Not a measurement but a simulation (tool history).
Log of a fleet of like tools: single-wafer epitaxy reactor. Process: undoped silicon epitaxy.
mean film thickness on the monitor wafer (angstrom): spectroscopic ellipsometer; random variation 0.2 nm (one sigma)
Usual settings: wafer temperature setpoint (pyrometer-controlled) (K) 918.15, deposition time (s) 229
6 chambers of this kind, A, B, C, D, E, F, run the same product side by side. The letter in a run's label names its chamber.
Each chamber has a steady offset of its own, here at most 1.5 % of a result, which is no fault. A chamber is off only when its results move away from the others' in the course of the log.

run   hour  wafer temperature setpoint (pyrometer-controlled) (K)  deposition time (s)  hours since the last pyrometer calibration  read-back reference wafer on the same gauge, thickness_nm  mean film thickness on the monitor wafer (angstrom)
 1D   10.6                                                 918.15                  229                                       121.6                                                     29.479                                               347.43
 2C   20.5                                                 918.15                  229                                       994.6                                                       29.5                                               348.27
 3E   26.8                                                 918.15                  229                                      1979.9                                                     29.483                                               342.13
 4B   35.7                                                 918.15                  229                                       642.4                                                     29.506                                               344.88
 5F   43.5                                                 918.15                  229                                       868.2                                                     29.469                                               340.07
 6A   54.8                                                 918.15                  229                                        76.6                                                     29.511                                               346.09
 7C   65.6                                                 929.15                  273                                      1039.7                                                     29.532                                                525.4
 8B   72.8                                                 929.15                  273                                       679.5                                                     29.478                                               522.17
 9D   79.6                                                 929.15                  273                                       190.6                                                      29.54                                               522.33
10E   90.9                                                 929.15                  273                                        2044                                                     29.486                                               516.78
11F  102.5                                                 929.15                  273                                       927.2                                                     29.505                                               509.17
12A  112.3                                                 929.15                  273                                       134.1                                                      29.49                                               526.37
13D    121                                                 918.15                  229                                         232                                                     29.513                                               345.35
14B  133.8                                                 918.15                  229                                       740.5                                                     29.463                                               342.75
15C  142.6                                                 918.15                  229                                      1116.7                                                     29.515                                               346.17
     151.4  -- chamber E: pyrometer calibrated
16A  153.8                                                 918.15                  260                                       175.6                                                     29.475                                               394.65
17E    167                                                 918.15                  260                                        15.6                                                     29.484                                               391.55
18F  174.5                                                 918.15                  260                                       999.2                                                     29.564                                               379.54
19F  186.9                                                 918.15                  260                                      1011.6                                                     29.522                                               378.11
20A  193.1                                                 918.15                  260                                       214.9                                                     29.469                                               392.96
21C  202.7                                                 918.15                  260                                      1176.8                                                      29.48                                               395.04
22D  214.4                                                 918.15                  229                                       325.4                                                     29.521                                               343.46
23E    227                                                 918.15                  229                                        75.6                                                     29.486                                               346.01
24B  234.7                                                 918.15                  229                                       841.4                                                     29.514                                               342.17
25D  248.2                                                 918.15                  229                                       359.2                                                     29.566                                               346.43
26F  261.1                                                 928.15                  229                                      1085.8                                                     29.499                                               405.22
27C  272.6                                                 928.15                  229                                      1246.7                                                     29.483                                               431.23
28A  281.8                                                 928.15                  229                                       303.6                                                     29.471                                               435.75
29E  291.1                                                 928.15                  229                                       139.7                                                     29.515                                               426.05
30B  301.3                                                 928.15                  229                                         908                                                     29.487                                               427.12
31B  314.6                                                 928.15                  229                                       921.3                                                     29.541                                               425.67
32D  324.5                                                 918.15                  229                                       435.5                                                     29.501                                               345.02
33A  333.8                                                 918.15                  229                                       355.6                                                     29.473                                               345.89
34E  346.7                                                 918.15                  192                                       195.3                                                     29.488                                               289.01
35F  356.2                                                 918.15                  192                                      1180.9                                                     29.471                                               268.74
36C  369.3                                                 918.15                  192                                      1343.4                                                     29.511                                               289.05
37C  381.3                                                 918.15                  192                                      1355.4                                                     29.518                                               293.21
38D  391.4                                                 918.15                  192                                       502.4                                                     29.489                                               287.79
39F  401.7                                                 918.15                  192                                      1226.4                                                     29.498                                               264.08

Is one chamber off against the others, does the gauge drift, or is nothing wrong? If a chamber is off, say which, and what the likeliest cause is.

Chamber F drifts away from the others.
Cause: wafer temperature below the value expected at the setpoint (K) = 3.37.

Here are 4 candidates for chamber F's next run, each the usual settings with a change, their results left as question marks. Which one brings its results back in line with what the others give on the usual settings?
In line means no further than this from the other chambers' mean on the usual settings: mean film thickness on the monitor wafer (angstrom) 6.9
40F-1  411.4                                                 915.15                  224                                                                                                                                                           ?
40F-2  411.4                                                 921.15                  234                                                                                                                                                           ?
40F-3  411.4                                                 912.15                  219                                                                                                                                                           ?
40F-4  411.4                                                 924.15                  240                                                                                                                                                           ?

The other chambers' mean on the usual settings: mean film thickness on the monitor wafer (angstrom) 345.75
  run  mean film thickness on the monitor wafer (angstrom)
40F-1                                               291.55
40F-2                                               347.65
40F-3                                               266.62
40F-4                                               380.71
40F-2 brings the chamber back in line.

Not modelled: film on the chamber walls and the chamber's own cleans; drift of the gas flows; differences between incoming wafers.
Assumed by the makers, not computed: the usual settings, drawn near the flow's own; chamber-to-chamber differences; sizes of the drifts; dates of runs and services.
